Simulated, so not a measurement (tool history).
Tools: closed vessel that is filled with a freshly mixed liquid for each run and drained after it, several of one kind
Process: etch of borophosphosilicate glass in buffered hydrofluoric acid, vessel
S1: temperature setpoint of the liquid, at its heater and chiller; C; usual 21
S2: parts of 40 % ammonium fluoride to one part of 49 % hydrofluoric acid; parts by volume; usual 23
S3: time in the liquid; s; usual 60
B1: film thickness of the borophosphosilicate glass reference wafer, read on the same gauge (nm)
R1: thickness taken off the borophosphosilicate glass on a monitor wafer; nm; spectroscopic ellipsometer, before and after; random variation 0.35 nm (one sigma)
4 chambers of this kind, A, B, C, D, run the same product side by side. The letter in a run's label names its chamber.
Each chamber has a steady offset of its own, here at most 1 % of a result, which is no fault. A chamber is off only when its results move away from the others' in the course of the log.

run   hour  S1  S2  S3      B1      R1
 1D    3.6  21  23  60  120.01  42.133
 2C    6.3  21  23  60     120  41.151
 3B    8.8  21  23  60  120.04  41.353
 4A   13.1  21  23  60  119.98  42.294
 5B   15.4  21  23  60  120.01  41.384
 6C   17.8  21  23  60  120.01  41.496
 7D   21.5  23  23  80     120  62.856
 8A   23.4  23  23  80  119.98  63.775
 9A   27.8  23  23  80  119.99  63.112
10C   30.7  23  23  80  119.98  62.312
11D   34.1  21  30  75  120.04  43.857
12B   36.3  21  30  75  119.98  42.702
13B   39.9  21  30  75  119.99  43.438
14D   42.2  21  30  75  119.98  42.675
15A   46.3  21  23  60  119.97  42.056
16C   50.2  21  23  60  119.96  41.445
17D   53.4  21  23  60  119.99  41.757
18B     57  21  23  60  120.03  41.366
19A   60.4  21  23  60  119.97  42.295
20C   63.4  21  23  60  119.99  42.117
21D     66  18  23  30     120  17.578
22B   69.9  18  23  30  119.96  17.639
23A   71.8  18  23  30  119.93  17.641
24C   76.1  18  23  30  120.06  17.441
25D     80  21  23  60  119.97  42.359
26A   83.5  21  23  60  120.02  42.253
27C   87.7  21  23  60  119.98   41.88
28B   91.1  21  23  60     120  41.442
29C   94.5  18  30  60  120.02  29.236
30B   98.7  18  30  60  119.98  29.117
31A    102  18  30  60  120.01  28.852
32D  104.1  18  30  60     120  29.504
33C  106.2  21  23  60  120.02  41.003
34D    110  21  23  60  119.98  42.237
35A  113.4  21  23  60  120.03  41.628
36B  115.3  21  23  30  120.05  20.482
37D  117.7  21  23  30  119.99  20.745
38C    120  21  23  30  119.98   20.97

All 4 chambers run these settings next. Forecast each chamber's results:
39A  123.1  21  28  60       ?
39B  123.1  21  28  60       ?
39C  123.1  21  28  60       ?
39D  123.1  21  28  60       ?

run      R1
39A  36.271
39B  36.146
39C  37.052
39D  36.221

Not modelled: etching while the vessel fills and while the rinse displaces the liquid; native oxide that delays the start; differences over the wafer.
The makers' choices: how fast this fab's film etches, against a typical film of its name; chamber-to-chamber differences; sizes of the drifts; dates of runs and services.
